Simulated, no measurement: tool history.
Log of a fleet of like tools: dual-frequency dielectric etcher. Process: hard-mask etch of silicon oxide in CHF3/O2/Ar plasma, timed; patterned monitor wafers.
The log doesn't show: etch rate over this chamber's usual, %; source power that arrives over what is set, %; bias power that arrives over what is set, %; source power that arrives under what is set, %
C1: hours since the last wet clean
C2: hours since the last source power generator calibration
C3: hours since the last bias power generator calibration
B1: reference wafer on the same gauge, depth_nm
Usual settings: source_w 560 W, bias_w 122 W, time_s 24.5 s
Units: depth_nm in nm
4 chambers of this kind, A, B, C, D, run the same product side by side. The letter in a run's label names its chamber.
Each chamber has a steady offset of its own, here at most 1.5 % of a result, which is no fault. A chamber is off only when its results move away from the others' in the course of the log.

{"run": "1C", "hour": 6.2, "source_w": 560, "bias_w": 122, "time_s": 24.5, "C1": 72.6, "C2": 3362.4, "C3": 719.9, "B1": 49.383, "depth_nm": 41.276}
{"run": "2D", "hour": 17.0, "source_w": 560, "bias_w": 122, "time_s": 24.5, "C1": 119.5, "C2": 1160.4, "C3": 2684.1, "B1": 49.353, "depth_nm": 41.651}
{"run": "3A", "hour": 24.5, "source_w": 560, "bias_w": 122, "time_s": 24.5, "C1": 318.8, "C2": 1285, "C3": 920.2, "B1": 49.378, "depth_nm": 41.696}
{"run": "4B", "hour": 32.5, "source_w": 560, "bias_w": 122, "time_s": 24.5, "C1": 344.1, "C2": 53.4, "C3": 2210.4, "B1": 49.389, "depth_nm": 41.309}
{"run": "5C", "hour": 39.4, "source_w": 560, "bias_w": 122, "time_s": 24.5, "C1": 105.8, "C2": 3395.6, "C3": 753.1, "B1": 49.398, "depth_nm": 41.354}
{"run": "6A", "hour": 44.8, "source_w": 450, "bias_w": 122, "time_s": 30.5, "C1": 339.1, "C2": 1305.3, "C3": 940.5, "B1": 49.422, "depth_nm": 47.635}
{"run": "7D", "hour": 55.0, "source_w": 450, "bias_w": 122, "time_s": 30.5, "C1": 157.5, "C2": 1198.4, "C3": 2722.1, "B1": 49.415, "depth_nm": 47.419}
{"run": "8B", "hour": 61.0, "source_w": 450, "bias_w": 122, "time_s": 30.5, "C1": 372.6, "C2": 81.9, "C3": 2238.9, "B1": 49.407, "depth_nm": 47.381}
{"run": "9C", "hour": 71.7, "source_w": 450, "bias_w": 122, "time_s": 30.5, "C1": 138.1, "C2": 3427.9, "C3": 785.4, "B1": 49.37, "depth_nm": 47.184}
{"run": "10B", "hour": 78.0, "source_w": 490, "bias_w": 122, "time_s": 17.5, "C1": 389.6, "C2": 98.9, "C3": 2255.9, "B1": 49.399, "depth_nm": 28.097}
{"run": "11A", "hour": 88.3, "source_w": 490, "bias_w": 122, "time_s": 17.5, "C1": 382.6, "C2": 1348.8, "C3": 984, "B1": 49.401, "depth_nm": 28.11}
{"run": "12D", "hour": 98.6, "source_w": 490, "bias_w": 122, "time_s": 17.5, "C1": 201.1, "C2": 1242, "C3": 2765.7, "B1": 49.396, "depth_nm": 28.096}
{"hour": 99.4, "done": "chamber A: wet clean of the chamber"}
{"run": "13D", "hour": 104.1, "source_w": 490, "bias_w": 122, "time_s": 17.5, "C1": 206.6, "C2": 1247.5, "C3": 2771.2, "B1": 49.362, "depth_nm": 28.326}
{"run": "14C", "hour": 114.8, "source_w": 560, "bias_w": 122, "time_s": 24.5, "C1": 181.2, "C2": 3471, "C3": 828.5, "B1": 49.37, "depth_nm": 41.044}
{"run": "15A", "hour": 120.5, "source_w": 560, "bias_w": 93, "time_s": 31, "C1": 21.2, "C2": 1381, "C3": 1016.2, "B1": 49.396, "depth_nm": 48.614}
{"run": "16B", "hour": 125.4, "source_w": 560, "bias_w": 93, "time_s": 31, "C1": 437, "C2": 146.3, "C3": 2303.3, "B1": 49.374, "depth_nm": 48.428}
{"run": "17C", "hour": 132.1, "source_w": 560, "bias_w": 93, "time_s": 31, "C1": 198.5, "C2": 3488.3, "C3": 845.8, "B1": 49.417, "depth_nm": 48.011}
{"run": "18A", "hour": 141.2, "source_w": 560, "bias_w": 93, "time_s": 31, "C1": 41.9, "C2": 1401.7, "C3": 1036.9, "B1": 49.392, "depth_nm": 48.5}
{"run": "19D", "hour": 146.6, "source_w": 560, "bias_w": 122, "time_s": 24.5, "C1": 249.1, "C2": 1290, "C3": 2813.7, "B1": 49.442, "depth_nm": 41.619}
{"run": "20B", "hour": 153.1, "source_w": 560, "bias_w": 122, "time_s": 24.5, "C1": 464.7, "C2": 174, "C3": 2331, "B1": 49.428, "depth_nm": 41.552}
{"run": "21A", "hour": 159.8, "source_w": 560, "bias_w": 122, "time_s": 24.5, "C1": 60.5, "C2": 1420.3, "C3": 1055.5, "B1": 49.405, "depth_nm": 41.674}
{"run": "22B", "hour": 164.8, "source_w": 560, "bias_w": 122, "time_s": 24.5, "C1": 476.4, "C2": 185.7, "C3": 2342.7, "B1": 49.438, "depth_nm": 41.53}
{"run": "23C", "hour": 173.2, "source_w": 560, "bias_w": 93, "time_s": 24.5, "C1": 239.6, "C2": 3529.4, "C3": 886.9, "B1": 49.412, "depth_nm": 38.043}
{"run": "24D", "hour": 180.4, "source_w": 560, "bias_w": 93, "time_s": 24.5, "C1": 282.9, "C2": 1323.8, "C3": 2847.5, "B1": 49.349, "depth_nm": 38.39}
{"run": "25C", "hour": 188.9, "source_w": 560, "bias_w": 93, "time_s": 24.5, "C1": 255.3, "C2": 3545.1, "C3": 902.6, "B1": 49.388, "depth_nm": 37.967}
{"hour": 191.9, "done": "chamber C: source power generator calibrated"}
{"run": "26B", "hour": 194.2, "source_w": 560, "bias_w": 93, "time_s": 24.5, "C1": 505.8, "C2": 215.1, "C3": 2372.1, "B1": 49.389, "depth_nm": 38.199}
{"run": "27D", "hour": 202.0, "source_w": 450, "bias_w": 134, "time_s": 24.5, "C1": 304.5, "C2": 1345.4, "C3": 2869.1, "B1": 49.379, "depth_nm": 39.334}
{"run": "28A", "hour": 212.2, "source_w": 450, "bias_w": 134, "time_s": 24.5, "C1": 112.9, "C2": 1472.7, "C3": 1107.9, "B1": 49.418, "depth_nm": 39.293}
{"run": "29A", "hour": 217.4, "source_w": 450, "bias_w": 134, "time_s": 24.5, "C1": 118.1, "C2": 1477.9, "C3": 1113.1, "B1": 49.409, "depth_nm": 39.221}
{"run": "30D", "hour": 226.9, "source_w": 450, "bias_w": 134, "time_s": 24.5, "C1": 329.4, "C2": 1370.3, "C3": 2894, "B1": 49.349, "depth_nm": 39.172}
{"run": "31B", "hour": 232.5, "source_w": 560, "bias_w": 122, "time_s": 24.5, "C1": 544.1, "C2": 253.4, "C3": 2410.4, "B1": 49.387, "depth_nm": 41.407}
{"hour": 233.7, "done": "chamber B: wet clean of the chamber"}
{"run": "32C", "hour": 242.8, "source_w": 560, "bias_w": 122, "time_s": 24.5, "C1": 309.2, "C2": 51, "C3": 956.5, "B1": 49.407, "depth_nm": 40.611}
{"run": "33B", "hour": 249.5, "source_w": 560, "bias_w": 122, "time_s": 24.5, "C1": 15.8, "C2": 270.4, "C3": 2427.4, "B1": 49.427, "depth_nm": 41.518}
{"run": "34A", "hour": 257.7, "source_w": 560, "bias_w": 122, "time_s": 24.5, "C1": 158.4, "C2": 1518.2, "C3": 1153.4, "B1": 49.438, "depth_nm": 41.668}
{"run": "35C", "hour": 268.5, "source_w": 560, "bias_w": 122, "time_s": 24.5, "C1": 334.9, "C2": 76.7, "C3": 982.2, "B1": 49.359, "depth_nm": 40.43}
{"run": "36D", "hour": 278.6, "source_w": 680, "bias_w": 138, "time_s": 24.5, "C1": 381.1, "C2": 1422, "C3": 2945.7, "B1": 49.422, "depth_nm": 46.755}
{"run": "37C", "hour": 286.5, "source_w": 680, "bias_w": 138, "time_s": 24.5, "C1": 352.9, "C2": 94.7, "C3": 1000.2, "B1": 49.357, "depth_nm": 45.1}
{"run": "38B", "hour": 296.5, "source_w": 680, "bias_w": 138, "time_s": 24.5, "C1": 62.8, "C2": 317.4, "C3": 2474.4, "B1": 49.418, "depth_nm": 46.618}

Next, every chamber runs the same settings. What will each give?
{"run": "39A", "hour": 304.3, "source_w": 560, "bias_w": 122, "time_s": 18, "depth_nm": "?"}
{"run": "39B", "hour": 304.3, "source_w": 560, "bias_w": 122, "time_s": 18, "depth_nm": "?"}
{"run": "39C", "hour": 304.3, "source_w": 560, "bias_w": 122, "time_s": 18, "depth_nm": "?"}
{"run": "39D", "hour": 304.3, "source_w": 560, "bias_w": 122, "time_s": 18, "depth_nm": "?"}

run=39A depth_nm=30.655
run=39B depth_nm=30.421
run=39C depth_nm=29.881
run=39D depth_nm=30.494
